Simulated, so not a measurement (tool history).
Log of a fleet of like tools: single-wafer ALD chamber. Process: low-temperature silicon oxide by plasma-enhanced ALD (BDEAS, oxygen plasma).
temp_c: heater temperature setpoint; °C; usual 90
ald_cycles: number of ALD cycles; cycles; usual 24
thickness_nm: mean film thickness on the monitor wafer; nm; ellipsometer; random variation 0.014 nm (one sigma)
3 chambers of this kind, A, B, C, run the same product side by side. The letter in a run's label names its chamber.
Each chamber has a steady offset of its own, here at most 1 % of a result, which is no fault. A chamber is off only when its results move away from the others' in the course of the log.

run,hour,temp_c,ald_cycles,hours since the last thermocouple change,"read-back reference wafer on the same gauge, thickness_nm",thickness_nm
1A,2.7,90,24,2653.8,2.8612,3.5318
2C,7.7,90,24,1766.1,2.8582,3.5834
# hour 8.2: chamber A: thermocouple changed; heater temperature recalibrated
3B,10.6,90,24,231.1,2.8595,3.5365
4B,15.4,90,24,235.9,2.8602,3.5430
5A,18.5,90,24,10.4,2.8620,3.5309
6C,22.6,90,24,1781.0,2.8604,3.5659
7A,26.9,90,24,18.8,2.8622,3.5452
8C,31.0,103,21,1789.4,2.8624,3.0083
9B,35.9,103,21,256.4,2.8624,2.9834
10A,40.4,103,21,32.3,2.8612,2.9802
11C,44.9,90,24,1803.3,2.8630,3.5894
12B,47.8,90,24,268.3,2.8608,3.5428
13B,50.3,90,24,270.8,2.8629,3.5444
14A,55.0,90,24,46.9,2.8603,3.5392
15C,59.5,90,24,1817.9,2.8582,3.5781
16A,63.4,90,24,55.3,2.8605,3.5420
17B,67.4,90,24,287.9,2.8614,3.5455
18C,72.0,104,26,1830.4,2.8611,3.7209
19A,75.5,104,26,67.4,2.8577,3.6662
20B,80.8,104,26,301.3,2.8632,3.6919
21C,85.2,102,24,1843.6,2.8555,3.4375
22C,88.5,102,24,1846.9,2.8612,3.4389
23B,91.7,102,24,312.2,2.8607,3.4186
24A,96.8,90,24,88.7,2.8597,3.5438
25A,100.0,90,27,91.9,2.8608,4.0053
26B,104.7,90,27,325.2,2.8620,3.9654
27C,108.9,90,27,1867.3,2.8623,4.0129

What goes on in this fleet: one chamber off, a drifting gauge, or nothing beyond the chambers' own small offsets? Name the chamber and the cause, if any.

No chamber stands off beyond its own small offset, and the gauge holds steady.
